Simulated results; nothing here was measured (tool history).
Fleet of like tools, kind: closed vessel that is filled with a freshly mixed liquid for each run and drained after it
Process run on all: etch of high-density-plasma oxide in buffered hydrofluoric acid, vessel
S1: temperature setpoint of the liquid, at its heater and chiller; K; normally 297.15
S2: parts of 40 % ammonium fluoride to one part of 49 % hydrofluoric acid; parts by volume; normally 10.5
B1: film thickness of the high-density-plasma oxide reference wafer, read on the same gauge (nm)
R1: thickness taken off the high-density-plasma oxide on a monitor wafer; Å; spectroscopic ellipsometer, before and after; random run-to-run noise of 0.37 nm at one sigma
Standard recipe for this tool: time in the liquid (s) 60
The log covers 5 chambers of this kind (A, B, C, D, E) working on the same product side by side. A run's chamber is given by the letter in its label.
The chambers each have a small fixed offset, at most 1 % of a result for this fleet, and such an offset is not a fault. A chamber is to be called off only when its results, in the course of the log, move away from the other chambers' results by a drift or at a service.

Run 1A, hour 4.5: usual settings; B1 69.999. Result: R1 712.85 Å.
Run 2B, hour 8.7: usual settings; B1 69.992. Result: R1 708.41 Å.
Run 3D, hour 14.3: usual settings; B1 70.006. Result: R1 714.08 Å.
Run 4C, hour 18.3: usual settings; B1 69.980. Result: R1 715.16 Å.
Run 5E, hour 23.5: usual settings but S2 13.5 parts by volume; B1 69.987. Result: R1 561.49 Å.
Run 6E, hour 27.3: usual settings but S2 13.5 parts by volume; B1 70.016. Result: R1 561.31 Å.
Run 7D, hour 30.9: usual settings but S2 13.5 parts by volume; B1 69.995. Result: R1 557.44 Å.
Run 8A, hour 36.6: usual settings but S2 13.5 parts by volume; B1 70.015. Result: R1 557.22 Å.
Run 9B, hour 41.5: usual settings but S2 13.5 parts by volume; B1 69.944. Result: R1 555.54 Å.
Run 10C, hour 45.8: usual settings but S2 8.0 parts by volume, time in the liquid (s) 75; B1 69.996. Result: R1 1130.80 Å.
Run 11B, hour 52.8: usual settings but S2 8.0 parts by volume, time in the liquid (s) 75; B1 69.992. Result: R1 1115.70 Å.
Run 12E, hour 56.2: usual settings but S2 8.0 parts by volume, time in the liquid (s) 75; B1 70.018. Result: R1 1133.40 Å.
Run 13C, hour 62.0: usual settings but S2 8.0 parts by volume, time in the liquid (s) 75; B1 69.964. Result: R1 1145.90 Å.
Run 14A, hour 68.0: usual settings but S2 8.0 parts by volume, time in the liquid (s) 75; B1 70.011. Result: R1 1136.90 Å.
Run 15D, hour 74.7: usual settings; B1 69.981. Result: R1 709.58 Å.
Run 16A, hour 78.2: usual settings; B1 70.000. Result: R1 704.46 Å.
Run 17D, hour 82.0: usual settings; B1 69.999. Result: R1 717.07 Å.
Run 18C, hour 85.9: usual settings; B1 70.003. Result: R1 713.07 Å.
Run 19B, hour 91.7: usual settings; B1 70.011. Result: R1 707.46 Å.
Run 20E, hour 98.6: usual settings; B1 69.962. Result: R1 718.61 Å.
At hour 99.5: chamber A: thermometer replaced.
Run 21E, hour 104.3: usual settings; B1 69.963. Result: R1 719.11 Å.
Run 22D, hour 107.4: usual settings; B1 69.991. Result: R1 714.12 Å.
Run 23A, hour 110.6: usual settings; B1 69.989. Result: R1 709.81 Å.
Run 24C, hour 114.9: usual settings; B1 70.006. Result: R1 709.07 Å.
Run 25B, hour 118.1: usual settings; B1 69.958. Result: R1 703.63 Å.
Run 26E, hour 123.7: usual settings but S1 301.15 K; B1 69.985. Result: R1 891.77 Å.
Run 27B, hour 128.9: usual settings but S1 301.15 K; B1 70.037. Result: R1 875.65 Å.
Run 28C, hour 132.3: usual settings but S1 301.15 K; B1 69.989. Result: R1 885.61 Å.
Run 29D, hour 135.9: usual settings but S1 301.15 K; B1 69.987. Result: R1 887.88 Å.
Run 30A, hour 139.0: usual settings but S1 301.15 K; B1 69.972. Result: R1 888.57 Å.
Run 31D, hour 145.2: usual settings; B1 69.990. Result: R1 712.87 Å.

Has any chamber moved away from the others, gradually or after a service, or does the common gauge drift, or do the chambers differ only by their own small steady offsets? State the chamber and the most likely cause if one applies.

Beyond each chamber's small constant offset nothing stands out, and the gauge stays steady.
